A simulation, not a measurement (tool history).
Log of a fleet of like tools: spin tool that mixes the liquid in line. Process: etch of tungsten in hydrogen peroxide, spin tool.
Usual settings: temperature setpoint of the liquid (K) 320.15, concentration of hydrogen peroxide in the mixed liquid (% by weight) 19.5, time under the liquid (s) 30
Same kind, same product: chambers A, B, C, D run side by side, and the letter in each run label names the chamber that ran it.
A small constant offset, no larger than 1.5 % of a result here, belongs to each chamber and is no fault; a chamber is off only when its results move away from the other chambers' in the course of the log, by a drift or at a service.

run,day,temperature setpoint of the liquid (K),concentration of hydrogen peroxide in the mixed liquid (% by weight),time under the liquid (s),hours since the thermometer was replaced,hours since the peroxide flow meter was replaced,hours since the heated supply line was repaired,hours since the drum of peroxide was connected,"read-back film thickness of the tungsten reference wafer, read on the same gauge (nm)",thickness taken off the tungsten on a monitor wafer (nm)
1B,0.171,320.15,19.5,30,638,328.4,2431.8,139.7,70.004,35.387
2A,0.404,320.15,19.5,30,2214,86.5,1744.8,326.1,70.019,34.928
# day 0.579: chamber A: thermometer replaced
# day 0.662: chamber A: new drum of peroxide connected
3C,0.679,320.15,19.5,30,1454.1,160.1,1216.2,922.3,69.997,35.464
4D,0.825,320.15,19.5,30,322.7,681.5,702.2,811.4,69.979,35.918
5D,1.079,320.15,19.5,30,328.8,687.6,708.3,817.5,70.005,35.115
6A,1.292,320.15,19.5,30,17.1,107.8,1766.1,15.2,69.977,35.268
7B,1.596,320.15,19.5,15,672.2,362.6,2466,173.9,70.018,17.688
8C,1.892,320.15,19.5,15,1483.2,189.2,1245.3,951.4,70.02,17.767
9A,2.112,320.15,19.5,15,36.8,127.5,1785.8,34.9,69.994,17.739
10D,2.308,320.15,19.5,15,358.3,717.1,737.8,847,69.989,17.825
11C,2.529,320.15,19.5,30,1498.5,204.5,1260.6,966.7,69.994,34.81
12B,2.804,320.15,19.5,50,701.2,391.6,2495,202.9,70.012,59.708
13A,3.088,320.15,19.5,50,60.2,150.9,1809.2,58.3,69.978,58.541
14D,3.275,320.15,19.5,50,381.5,740.3,761,870.2,69.995,58.779
15C,3.454,320.15,19.5,50,1520.7,226.7,1282.8,988.9,69.979,59.225
16B,3.688,329.65,19.5,30,722.4,412.8,2516.2,224.1,70.032,62.967
17D,3.992,329.65,19.5,30,398.7,757.5,778.2,887.4,70.024,63.466
18A,4.146,329.65,19.5,30,85.6,176.3,1834.6,83.7,69.992,62.765
19B,4.446,329.65,19.5,30,740.6,431,2534.4,242.3,70.006,63.393
20C,4.604,320.15,19.5,45,1548.3,254.3,1310.4,1016.5,69.995,53.507
21A,4.838,320.15,19.5,45,102.2,192.9,1851.2,100.3,70.035,52.89
# day 4.971: chamber C: new drum of peroxide connected
22C,5.067,320.15,19.5,45,1559.4,265.4,1321.5,2.4,69.982,53.485
23B,5.308,320.15,19.5,45,761.3,451.7,2555.1,263,70.012,53.629
# day 5.438: chamber B: new drum of peroxide connected
24D,5.496,320.15,19.5,30,434.8,793.6,814.3,923.5,69.997,35.751
25A,5.688,317.15,19.5,30,122.6,213.3,1871.6,120.7,69.99,28.706
# day 5.762: chamber A: heated supply line repaired
26B,5.921,317.15,19.5,30,776,466.4,2569.8,11.7,70.001,29.4
27D,6.175,317.15,19.5,30,451.1,809.9,830.6,939.8,69.99,29.482
28C,6.317,317.15,19.5,30,1589.4,295.4,1351.5,32.4,69.994,29.167
29A,6.604,320.15,19.5,30,144.6,235.3,20.3,142.7,69.987,35.516
30C,6.838,320.15,19.5,30,1601.9,307.9,1364,44.9,69.982,35.952
31B,7.079,320.15,19.5,30,803.8,494.2,2597.6,39.5,70.026,35.763
32D,7.329,320.15,19.5,30,478.8,837.6,858.3,967.5,69.993,35.005
33A,7.517,320.15,19.5,30,166.5,257.2,42.2,164.6,70.009,35.281
34C,7.712,320.15,19.5,30,1622.9,328.9,1385,65.9,70.011,35.575
35B,7.908,320.15,19.5,30,823.7,514.1,2617.5,59.4,69.991,35.883
36D,8.154,320.15,19.5,30,498.6,857.4,878.1,987.3,69.984,35.161

For the next run the whole fleet of 4 chambers uses the same settings. Give each chamber's results:
37A,8.379,320.15,17.5,30,,,,,,?
37B,8.379,320.15,17.5,30,,,,,,?
37C,8.379,320.15,17.5,30,,,,,,?
37D,8.379,320.15,17.5,30,,,,,,?

run,thickness taken off the tungsten on a monitor wafer (nm)
37A,33.423
37B,33.889
37C,33.306
37D,33.641

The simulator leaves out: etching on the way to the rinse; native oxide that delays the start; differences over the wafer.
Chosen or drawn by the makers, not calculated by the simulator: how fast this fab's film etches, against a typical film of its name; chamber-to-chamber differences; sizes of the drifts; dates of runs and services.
